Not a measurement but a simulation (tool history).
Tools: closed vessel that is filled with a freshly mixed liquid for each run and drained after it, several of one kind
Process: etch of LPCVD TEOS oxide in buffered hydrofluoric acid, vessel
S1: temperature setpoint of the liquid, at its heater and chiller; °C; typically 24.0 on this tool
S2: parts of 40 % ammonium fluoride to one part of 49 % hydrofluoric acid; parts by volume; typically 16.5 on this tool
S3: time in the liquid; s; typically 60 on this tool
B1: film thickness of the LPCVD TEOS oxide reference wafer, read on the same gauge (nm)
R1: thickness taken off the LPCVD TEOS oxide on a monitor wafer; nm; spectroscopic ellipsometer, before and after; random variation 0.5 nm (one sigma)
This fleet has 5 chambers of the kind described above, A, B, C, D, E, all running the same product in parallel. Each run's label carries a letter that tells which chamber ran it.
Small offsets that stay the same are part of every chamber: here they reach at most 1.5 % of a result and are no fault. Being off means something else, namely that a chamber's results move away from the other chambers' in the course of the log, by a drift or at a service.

run	hour	S1	S2	S3	B1	R1
# hour 3.4: chamber E: thermometer replaced
1B	7.4	24.0	16.5	60	90.013	79.978
2A	16.3	24.0	16.5	60	89.969	80.293
3C	25.4	24.0	16.5	60	89.988	79.968
4D	30.6	24.0	16.5	60	90.029	79.867
# hour 37.3: chamber B: hydrofluoric acid flow meter replaced
5E	38.0	26.5	14.5	60	90.032	104.430
6A	47.6	26.5	14.5	60	90.011	104.440
7B	56.7	26.5	14.5	60	89.977	104.470
8C	66.3	26.5	14.5	60	89.987	105.290
9E	71.4	26.5	14.5	60	90.010	105.610
10D	78.9	24.0	16.5	60	89.990	79.595
11D	87.5	24.0	16.5	60	90.025	80.321
12B	95.7	24.0	16.5	60	89.979	80.903
13E	105.1	24.0	16.5	60	90.017	80.905
14C	110.5	24.0	16.5	60	90.011	80.792
15A	117.6	24.0	16.5	60	90.024	79.951
16E	123.3	24.0	16.5	60	90.017	80.528
17D	130.7	24.0	12.5	85	90.021	147.890
18C	135.2	24.0	12.5	85	89.973	150.100
19B	140.7	24.0	12.5	85	89.983	152.590
20A	147.5	24.0	12.5	85	89.988	150.450
21B	153.2	24.0	12.5	85	90.007	150.870
# hour 154.4: chamber A: thermometer replaced
22E	160.7	24.0	16.5	60	89.985	80.837
23D	168.2	24.0	16.5	60	90.016	80.079
24A	173.8	24.0	20.0	60	90.030	66.845
25C	180.9	24.0	20.0	60	89.982	65.879
26A	190.1	24.0	20.0	60	89.977	67.217
27D	199.1	24.0	20.0	60	89.980	66.139
28C	207.4	24.0	20.0	60	89.976	66.662
29E	215.9	24.0	16.5	60	89.993	81.612
30B	221.5	24.0	16.5	60	89.999	80.501
31C	226.8	24.0	16.5	60	89.966	80.647
32A	234.7	24.0	16.5	60	90.009	79.852
33D	239.7	24.0	16.5	60	89.966	78.978
34E	246.3	24.0	16.5	60	89.957	81.708
35B	252.9	24.0	16.5	60	90.003	81.165
36E	261.1	24.0	16.5	60	90.023	80.376
37D	265.2	24.0	16.5	60	90.012	79.818
38B	273.9	19.0	12.0	60	89.997	84.443
39C	278.4	19.0	12.0	60	90.008	83.086
40A	284.3	19.0	12.0	60	90.016	84.136
41C	288.7	19.0	12.0	60	90.004	81.744
42D	295.9	19.0	12.0	60	90.016	82.553

Read the log: is a single chamber off, either drifting away or since a service, is the gauge that measures every chamber drifting, or is nothing wrong beyond small per-chamber offsets? Name any odd chamber and what most likely caused it.

Neither any chamber nor the gauge drifts; the chambers differ only by their own small, steady offsets.

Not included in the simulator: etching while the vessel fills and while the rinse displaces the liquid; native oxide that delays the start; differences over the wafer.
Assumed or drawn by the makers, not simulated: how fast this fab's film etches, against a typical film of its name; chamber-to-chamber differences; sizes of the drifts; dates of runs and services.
